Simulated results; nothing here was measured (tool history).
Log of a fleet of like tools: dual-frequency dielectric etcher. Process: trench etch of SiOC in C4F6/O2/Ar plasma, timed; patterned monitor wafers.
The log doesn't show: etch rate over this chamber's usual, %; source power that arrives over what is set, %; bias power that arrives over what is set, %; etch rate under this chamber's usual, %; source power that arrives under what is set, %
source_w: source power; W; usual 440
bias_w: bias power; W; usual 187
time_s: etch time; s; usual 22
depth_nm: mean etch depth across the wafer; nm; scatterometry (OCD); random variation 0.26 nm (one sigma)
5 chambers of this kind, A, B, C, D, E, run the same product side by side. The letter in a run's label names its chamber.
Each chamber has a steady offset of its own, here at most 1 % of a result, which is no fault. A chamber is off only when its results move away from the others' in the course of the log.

run	hour	source_w	bias_w	time_s	hours since the last wet clean	hours since the last source power generator calibration	hours since the last bias power generator calibration	read-back reference wafer on the same gauge, depth_nm	depth_nm
1D	3.6	440	187	22	414.2	655.8	3424.9	52.443	48.283
2B	8.5	440	187	22	403.3	3645.1	2131.9	52.456	47.756
# hour 8.8: chamber D: wet clean of the chamber
3E	11.9	440	187	22	535.6	2634.1	105.3	52.351	47.236
4C	17.6	440	187	22	338.3	1522.1	1239.5	52.350	48.079
5A	20.5	440	187	22	528.1	374.4	1056.1	52.431	47.676
6A	26.1	440	187	22	533.7	380.0	1061.7	52.368	47.456
7D	30.2	440	187	22	21.5	682.4	3451.5	52.405	48.170
8B	34.2	440	187	22	429.0	3670.8	2157.6	52.394	47.612
9E	39.7	440	187	22	563.4	2661.9	133.1	52.374	47.471
# hour 42.6: chamber E: wet clean of the chamber
10C	43.0	440	187	22	363.7	1547.5	1264.9	52.402	47.852
11B	46.6	440	187	22	441.4	3683.2	2170.0	52.395	47.967
12A	51.9	440	187	22	559.5	405.8	1087.5	52.433	47.831
# hour 52.9: chamber B: wet clean of the chamber
13C	57.4	440	187	22	378.1	1561.9	1279.3	52.393	48.007
14D	62.4	440	187	22	53.7	714.6	3483.7	52.478	48.414
15E	66.1	440	187	22	23.5	2688.3	159.5	52.463	45.360
16E	70.7	440	187	22	28.1	2692.9	164.1	52.457	45.105
# hour 75.4: chamber A: wet clean of the chamber
17B	76.6	440	187	22	23.7	3713.2	2200.0	52.438	48.021
18A	82.4	440	187	22	7.1	436.3	1118.0	52.492	48.254
19C	86.6	440	187	22	407.3	1591.1	1308.5	52.432	47.785
# hour 87.0: chamber C: wet clean of the chamber
20D	89.7	440	187	22	81.0	741.9	3511.0	52.427	48.090
21D	93.6	440	187	22	84.9	745.8	3514.9	52.420	48.259
22A	96.3	440	187	22	21.0	450.2	1131.9	52.275	48.119
23E	100.2	440	187	22	57.6	2722.4	193.6	52.396	45.705
24B	104.4	440	187	22	51.5	3741.0	2227.8	52.461	47.792
25C	108.7	440	187	22	21.8	1613.2	1330.6	52.469	47.981
26C	113.7	440	187	22	26.8	1618.2	1335.6	52.400	47.837
27A	118.1	440	187	22	42.8	472.0	1153.7	52.506	47.920
28E	123.8	440	187	22	81.2	2746.0	217.2	52.358	45.436
29B	128.5	440	187	22	75.6	3765.1	2251.9	52.478	48.015
30D	131.8	440	187	22	123.1	784.0	3553.1	52.366	48.255
31B	134.4	440	187	22	81.5	3771.0	2257.8	52.316	48.397
# hour 135.5: chamber E: source power generator calibrated
32E	140.1	440	187	22	97.5	4.6	233.5	52.400	45.474

Is one chamber off against the others, does the gauge drift, or is nothing wrong? If a chamber is off, say which, and what the likeliest cause is.

A service left chamber E off against the others.
Cause: etch rate under this chamber's usual, % = 4.1.

Here are 4 candidates for chamber E's next run, each the usual settings with a change, their results left as question marks. Which one brings its results back in line with what the others give on the usual settings?
In line means no further than this from the other chambers' mean on the usual settings: depth_nm 0.920 nm
33E-1	144.4	440	158	22					?
33E-2	144.4	450	190	22					?
33E-3	144.4	440	179	22					?
33E-4	144.4	440	189	23					?

The other chambers' mean on the usual settings: depth_nm 47.970 nm
run	depth_nm
33E-1	43.332
33E-2	46.271
33E-3	45.021
33E-4	47.874
33E-4 brings the chamber back in line.
